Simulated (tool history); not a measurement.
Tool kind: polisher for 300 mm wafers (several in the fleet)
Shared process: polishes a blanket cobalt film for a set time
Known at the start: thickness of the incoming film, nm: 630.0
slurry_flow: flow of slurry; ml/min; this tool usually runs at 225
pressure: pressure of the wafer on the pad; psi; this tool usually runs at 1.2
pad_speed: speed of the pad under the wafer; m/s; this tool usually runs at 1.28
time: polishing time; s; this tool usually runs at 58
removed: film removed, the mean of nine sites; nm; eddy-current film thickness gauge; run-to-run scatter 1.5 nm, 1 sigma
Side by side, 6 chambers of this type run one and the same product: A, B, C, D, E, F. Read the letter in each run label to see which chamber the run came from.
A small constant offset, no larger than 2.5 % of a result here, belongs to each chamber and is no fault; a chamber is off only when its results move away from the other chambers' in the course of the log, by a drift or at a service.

At hour 0.4: chamber E: worn pad replaced by a new one.
Run 1D, hour 4.5: usual settings. Result: removed 232.21 nm.
Run 2A, hour 10.0: usual settings. Result: removed 239.78 nm.
At hour 14.3: chamber C: worn pad replaced by a new one.
Run 3F, hour 14.5: usual settings. Result: removed 231.61 nm.
At hour 16.3: chamber F: worn pad replaced by a new one.
At hour 19.0: chamber B: slurry nozzle cleaned.
Run 4B, hour 19.2: usual settings. Result: removed 237.37 nm.
Run 5E, hour 23.5: usual settings. Result: removed 231.99 nm.
Run 6C, hour 29.1: usual settings. Result: removed 234.59 nm.
At hour 34.7: chamber A: head pressure recalibrated.
Run 7C, hour 34.8: usual settings. Result: removed 230.20 nm.
Run 8B, hour 39.1: usual settings. Result: removed 234.73 nm.
At hour 40.9: chamber D: worn pad replaced by a new one.
Run 9E, hour 42.3: usual settings but pressure 0.9 psi. Result: removed 171.73 nm.
Run 10F, hour 45.8: usual settings but pressure 0.9 psi. Result: removed 174.13 nm.
Run 11A, hour 48.5: usual settings but pressure 0.9 psi. Result: removed 178.82 nm.
Run 12D, hour 51.6: usual settings but pressure 0.9 psi. Result: removed 172.73 nm.
Run 13D, hour 56.0: usual settings but pressure 0.9 psi. Result: removed 172.52 nm.
At hour 57.3: chamber A: worn pad replaced by a new one.
At hour 58.8: chamber D: slurry nozzle cleaned.
Run 14B, hour 59.0: usual settings but pressure 0.9 psi. Result: removed 174.46 nm.
At hour 60.5: chamber F: worn pad replaced by a new one.
At hour 61.2: chamber E: worn pad replaced by a new one.
Run 15F, hour 62.0: usual settings. Result: removed 231.60 nm.
Run 16E, hour 64.7: usual settings. Result: removed 235.29 nm.
Run 17A, hour 70.0: usual settings. Result: removed 240.54 nm.
At hour 72.5: chamber F: head pressure recalibrated.
Run 18C, hour 73.6: usual settings. Result: removed 232.16 nm.
At hour 75.4: chamber C: worn pad replaced by a new one.
At hour 78.3: chamber A: slurry nozzle cleaned.
Run 19A, hour 79.3: usual settings but pad_speed 0.90 m/s. Result: removed 169.31 nm.
Run 20F, hour 83.4: usual settings but pad_speed 0.90 m/s. Result: removed 164.92 nm.
Run 21B, hour 86.9: usual settings but pad_speed 0.90 m/s. Result: removed 159.93 nm.
Run 22D, hour 91.1: usual settings but pad_speed 0.90 m/s. Result: removed 161.66 nm.
Run 23E, hour 94.5: usual settings but pad_speed 0.90 m/s. Result: removed 162.10 nm.
At hour 96.9: chamber F: worn pad replaced by a new one.
Run 24C, hour 97.2: usual settings but pad_speed 0.90 m/s. Result: removed 163.37 nm.
Run 25C, hour 101.6: usual settings. Result: removed 231.61 nm.
Run 26A, hour 105.0: usual settings but pad_speed 1.62 m/s. Result: removed 297.40 nm.
Run 27E, hour 109.4: usual settings but pad_speed 1.62 m/s. Result: removed 293.80 nm.
Run 28F, hour 112.2: usual settings but pad_speed 1.62 m/s. Result: removed 293.83 nm.
Run 29B, hour 115.0: usual settings but pad_speed 1.62 m/s. Result: removed 287.59 nm.
Run 30D, hour 119.6: usual settings but pad_speed 1.62 m/s. Result: removed 290.57 nm.
Run 31E, hour 122.8: usual settings but pad_speed 1.62 m/s. Result: removed 294.12 nm.
Run 32A, hour 125.8: usual settings. Result: removed 236.76 nm.
At hour 128.0: chamber E: worn pad replaced by a new one.
At hour 129.9: chamber C: worn pad replaced by a new one.
At hour 130.4: chamber A: worn pad replaced by a new one.
Run 33C, hour 131.3: usual settings. Result: removed 231.06 nm.
At hour 132.5: chamber F: worn pad replaced by a new one.
Run 34D, hour 135.0: usual settings but pad_speed 1.50 m/s. Result: removed 269.79 nm.
At hour 135.8: chamber C: slurry nozzle cleaned.
Run 35F, hour 138.9: usual settings but pad_speed 1.50 m/s. Result: removed 273.32 nm.
At hour 141.6: chamber D: worn pad replaced by a new one.
Run 36B, hour 143.0: usual settings but pad_speed 1.50 m/s. Result: removed 263.10 nm.
At hour 147.9: chamber C: head pressure recalibrated.
Run 37F, hour 148.5: usual settings but pad_speed 1.50 m/s. Result: removed 272.49 nm.
At hour 149.6: chamber E: head pressure recalibrated.
Run 38D, hour 152.0: usual settings but pad_speed 1.50 m/s. Result: removed 269.50 nm.
Run 39C, hour 156.9: usual settings but pad_speed 1.50 m/s. Result: removed 271.15 nm.
Run 40B, hour 160.7: usual settings. Result: removed 219.80 nm.
Run 41E, hour 166.6: usual settings but pressure 0.8 psi, time 68 s. Result: removed 182.14 nm.
Run 42A, hour 170.2: usual settings but pressure 0.8 psi, time 68 s. Result: removed 183.96 nm.

What goes on in this fleet: one chamber off, a drifting gauge, or nothing beyond the chambers' own small offsets? Name the chamber and the cause, if any.

Little by little, chamber B moves away from the other chambers.
What lies behind it: removal rate lost through wear of the pad, % = 6.98.
Not necessarily distinguishable in this log from: slurry flow missing at the pad, %; head's pressure below its setpoint, %.

Chamber B could run next with any of the 4 candidate recipes listed below; each alters the usual settings, and their results appear as question marks. Which one brings its results back in line with what the other chambers deliver on the usual settings?
In-line tolerance around the mean of the other chambers on the usual settings: removed 5.40 nm
Run 43B-1, hour 174.5: usual settings but time 57 s. Result: removed ?.
Run 43B-2, hour 174.5: usual settings but pad_speed 1.30 m/s. Result: removed ?.
Run 43B-3, hour 174.5: usual settings but pad_speed 1.24 m/s, time 56 s. Result: removed ?.
Run 43B-4, hour 174.5: usual settings but pad_speed 1.32 m/s, time 60 s. Result: removed ?.

On the usual settings, the other chambers give on average: removed 232.80 nm
  run  removed
43B-1   214.63
43B-2   221.83
43B-3   204.24
43B-4   233.03
It is 43B-4 that realigns the chamber with its peers.
